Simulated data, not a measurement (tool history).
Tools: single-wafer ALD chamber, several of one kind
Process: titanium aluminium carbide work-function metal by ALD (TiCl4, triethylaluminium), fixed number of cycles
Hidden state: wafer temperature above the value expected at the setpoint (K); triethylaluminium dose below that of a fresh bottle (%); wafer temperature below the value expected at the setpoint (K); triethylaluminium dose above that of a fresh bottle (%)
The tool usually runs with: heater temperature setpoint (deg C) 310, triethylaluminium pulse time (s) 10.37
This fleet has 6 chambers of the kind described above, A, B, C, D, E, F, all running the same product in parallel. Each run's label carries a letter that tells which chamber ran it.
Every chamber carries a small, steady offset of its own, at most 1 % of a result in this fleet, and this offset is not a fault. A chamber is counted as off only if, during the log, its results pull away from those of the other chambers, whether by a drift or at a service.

run	hour	heater temperature setpoint (deg C)	triethylaluminium pulse time (s)	hours since the last thermocouple change	hours since the last triethylaluminium bottle change	read-back reference wafer on the same gauge, thickness_nm	mean film thickness on the monitor wafer (angstrom)
1E	8.4	310	10.37	2266.7	1610.7	2.4003	20.813
2D	13.1	310	10.37	533.0	479.6	2.4008	21.058
3A	19.8	310	10.37	236.4	938.5	2.3987	20.782
4B	26.3	310	10.37	567.7	950.0	2.4014	20.956
5C	33.8	310	10.37	567.8	928.8	2.3991	20.935
6F	43.3	310	10.37	514.8	571.7	2.3992	20.953
7A	52.8	310	10.37	269.4	971.5	2.4000	20.782
# hour 54.2: chamber B: triethylaluminium bottle replaced
8C	58.6	310	10.37	592.6	953.6	2.4006	20.867
9D	63.3	310	10.37	583.2	529.8	2.4004	21.216
10E	72.2	310	10.37	2330.5	1674.5	2.4012	21.086
11B	81.3	310	10.37	622.7	27.2	2.4001	20.758
12F	90.4	310	10.37	561.9	618.8	2.4006	20.880
13A	99.1	310	10.37	315.7	1017.8	2.4017	20.673
14E	104.2	310	10.37	2362.5	1706.5	2.3991	21.089
15F	110.7	317	6.37	582.2	639.1	2.4016	19.746
16D	119.6	317	6.37	639.5	586.1	2.4013	19.659
17C	129.3	317	6.37	663.3	1024.3	2.3991	19.425
# hour 129.4: chamber F: triethylaluminium bottle replaced
18B	138.1	317	6.37	679.5	84.0	2.3995	19.805
19A	146.2	317	6.37	362.8	1064.9	2.3991	19.193
20F	152.7	317	6.37	624.2	23.3	2.4005	19.742
21E	157.4	310	10.37	2415.7	1759.7	2.3983	20.954
22B	164.8	310	10.37	706.2	110.7	2.4016	20.825
23C	169.3	310	10.37	703.3	1064.3	2.4011	20.770
24D	177.8	310	10.37	697.7	644.3	2.4002	21.035
25C	186.0	310	10.37	720.0	1081.0	2.3985	20.721
26E	193.4	310	10.37	2451.7	1795.7	2.4027	20.915
27B	198.5	310	10.37	739.9	144.4	2.4014	20.778
28F	207.1	310	10.37	678.6	77.7	2.3994	20.908
# hour 207.5: chamber E: triethylaluminium bottle replaced
29D	214.4	299	12.05	734.3	680.9	2.4006	20.425
30A	219.7	299	12.05	436.3	1138.4	2.4000	20.027
31A	224.7	299	12.05	441.3	1143.4	2.3987	20.103
32D	231.7	299	12.05	751.6	698.2	2.3990	20.408
33C	237.3	299	12.05	771.3	1132.3	2.3993	20.096
34E	244.9	299	12.05	2503.2	37.4	2.4009	20.408
35F	253.0	310	10.37	724.5	123.6	2.3991	21.069
36B	260.4	310	10.37	801.8	206.3	2.3989	20.849
37B	266.4	310	10.37	807.8	212.3	2.4017	20.879
38A	273.5	310	10.37	490.1	1192.2	2.4000	20.716
39C	279.8	310	10.37	813.8	1174.8	2.4009	20.544
40F	284.6	310	10.37	756.1	155.2	2.4018	20.895
41D	289.0	310	10.37	808.9	755.5	2.4001	21.198
42E	296.0	310	10.37	2554.3	88.5	2.4021	21.077
43D	300.8	310	10.37	820.7	767.3	2.4009	21.136
44E	306.5	310	10.37	2564.8	99.0	2.4002	21.054

Next, every chamber runs the same settings. What will each give?
45A	313.6	317	10.37				?
45B	313.6	317	10.37				?
45C	313.6	317	10.37				?
45D	313.6	317	10.37				?
45E	313.6	317	10.37				?
45F	313.6	317	10.37				?

run	mean film thickness on the monitor wafer (angstrom)
45A	21.328
45B	21.362
45C	20.948
45D	21.591
45E	21.577
45F	21.567
